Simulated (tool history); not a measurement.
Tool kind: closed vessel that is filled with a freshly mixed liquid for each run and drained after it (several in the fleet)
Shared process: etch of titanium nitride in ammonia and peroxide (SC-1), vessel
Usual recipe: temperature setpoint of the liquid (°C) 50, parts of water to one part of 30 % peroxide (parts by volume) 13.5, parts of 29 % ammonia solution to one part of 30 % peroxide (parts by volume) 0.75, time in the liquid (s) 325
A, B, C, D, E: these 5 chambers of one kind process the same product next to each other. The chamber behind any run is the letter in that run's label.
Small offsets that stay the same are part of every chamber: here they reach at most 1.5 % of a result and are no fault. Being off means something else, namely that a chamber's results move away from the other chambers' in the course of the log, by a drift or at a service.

| run | hour | temperature setpoint of the liquid (°C) | parts of water to one part of 30 % peroxide (parts by volume) | parts of 29 % ammonia solution to one part of 30 % peroxide (parts by volume) | time in the liquid (s) | read-back film thickness of the titanium nitride reference wafer, read on the same gauge (nm) | thickness taken off the titanium nitride on a monitor wafer (Å) |
|---|---|---|---|---|---|---|---|
| 1A | 6 | 50 | 13.5 | 0.75 | 325 | 29.988 | 276.1 |
| 2C | 12.5 | 50 | 13.5 | 0.75 | 325 | 30.011 | 277.47 |
| 3D | 15.8 | 50 | 13.5 | 0.75 | 325 | 30.007 | 276.95 |
| 4B | 19.7 | 50 | 13.5 | 0.75 | 325 | 29.989 | 281.25 |
|  | 21.8 | chamber A: new drum of ammonia solution connected |
| 5E | 22.9 | 50 | 13.5 | 0.55 | 325 | 30.009 | 260.27 |
| 6D | 30.3 | 50 | 13.5 | 0.55 | 325 | 29.978 | 262.71 |
| 7E | 37.6 | 50 | 13.5 | 0.55 | 325 | 29.986 | 263.36 |
| 8A | 41.8 | 50 | 13.5 | 0.55 | 325 | 30.013 | 259.73 |
| 9B | 46.5 | 50 | 13.5 | 0.55 | 325 | 30.001 | 260.04 |
|  | 50 | chamber A: thermometer replaced |
| 10C | 51.5 | 50 | 13.5 | 0.75 | 325 | 30.001 | 279.88 |
| 11E | 57.4 | 50 | 13.5 | 0.75 | 325 | 30.003 | 275.23 |
| 12D | 62.3 | 50 | 13.5 | 0.75 | 455 | 29.993 | 385.12 |
| 13B | 66 | 50 | 13.5 | 0.75 | 455 | 29.996 | 388.91 |
| 14C | 71 | 50 | 13.5 | 0.75 | 455 | 29.992 | 388.95 |
| 15A | 75.3 | 50 | 13.5 | 0.75 | 455 | 30.015 | 386.6 |
| 16C | 81.8 | 50 | 13.5 | 0.75 | 455 | 30.006 | 385.18 |
| 17B | 87.6 | 50 | 13.5 | 0.75 | 325 | 30.001 | 279.82 |
| 18D | 91.3 | 50 | 13.5 | 0.75 | 325 | 30.01 | 285.66 |
| 19E | 96.2 | 50 | 13.5 | 0.75 | 325 | 30.009 | 276.36 |
| 20A | 100.5 | 50 | 13.5 | 0.75 | 325 | 29.998 | 271.84 |
| 21B | 105.7 | 50 | 13.5 | 0.75 | 325 | 30.011 | 279.02 |
| 22A | 109 | 50 | 13.5 | 0.75 | 325 | 29.989 | 274.72 |
| 23C | 113.3 | 50 | 17.5 | 1 | 325 | 30.009 | 253.74 |
| 24E | 120.4 | 50 | 17.5 | 1 | 325 | 29.988 | 249.52 |
| 25D | 126.2 | 50 | 17.5 | 1 | 325 | 29.999 | 263.48 |
| 26B | 130.6 | 50 | 17.5 | 1 | 325 | 30.012 | 252.7 |
| 27E | 137.6 | 50 | 17.5 | 1 | 325 | 30.009 | 245.57 |
| 28D | 140.9 | 50 | 13.5 | 0.75 | 325 | 30.019 | 286.42 |
| 29A | 148 | 50 | 13.5 | 0.75 | 325 | 29.999 | 273.94 |
| 30C | 153.8 | 50 | 13.5 | 0.75 | 325 | 30.011 | 280.19 |
| 31A | 158.2 | 50 | 13.5 | 0.75 | 325 | 29.994 | 273.33 |
|  | 160.4 | chamber B: new drum of ammonia solution connected |
| 32B | 163.5 | 50 | 13.5 | 0.75 | 325 | 30.01 | 275.97 |
| 33C | 168.5 | 50 | 13.5 | 0.75 | 325 | 30.001 | 271.98 |
| 34E | 173.9 | 50 | 13.5 | 0.75 | 325 | 29.984 | 274.98 |
| 35D | 178.6 | 50 | 13.5 | 0.75 | 325 | 29.981 | 296.97 |
| 36B | 185 | 50 | 13.5 | 0.75 | 325 | 29.997 | 280.46 |
| 37C | 190.5 | 56 | 13.5 | 0.75 | 325 | 30.012 | 412.19 |
| 38A | 195.2 | 56 | 13.5 | 0.75 | 325 | 29.996 | 414.11 |
| 39D | 200.6 | 56 | 13.5 | 0.75 | 325 | 29.98 | 446.31 |
|  | 202 | chamber C: thermometer replaced |
| 40E | 206.8 | 56 | 13.5 | 0.75 | 325 | 29.98 | 415.23 |
| 41A | 211.2 | 56 | 13.5 | 0.75 | 325 | 30.006 | 411.8 |
| 42C | 216 | 50 | 13.5 | 0.75 | 325 | 30.018 | 274.64 |
|  | 220.1 | chamber E: new drum of ammonia solution connected |
| 43D | 221.7 | 50 | 13.5 | 0.75 | 325 | 29.999 | 304.82 |
| 44E | 228.1 | 50 | 13.5 | 0.75 | 325 | 30.009 | 271.1 |

All chambers now run identical settings, listed one chamber a line with results as question marks. What results will each chamber show?
| 45A | 233.4 | 50 | 13.5 | 0.75 | 325 |  | ? |
| 45B | 233.4 | 50 | 13.5 | 0.75 | 325 |  | ? |
| 45C | 233.4 | 50 | 13.5 | 0.75 | 325 |  | ? |
| 45D | 233.4 | 50 | 13.5 | 0.75 | 325 |  | ? |
| 45E | 233.4 | 50 | 13.5 | 0.75 | 325 |  | ? |

| run | thickness taken off the titanium nitride on a monitor wafer (Å) |
|---|---|
| 45A | 276.09 |
| 45B | 276.79 |
| 45C | 272.51 |
| 45D | 306.08 |
| 45E | 269.37 |
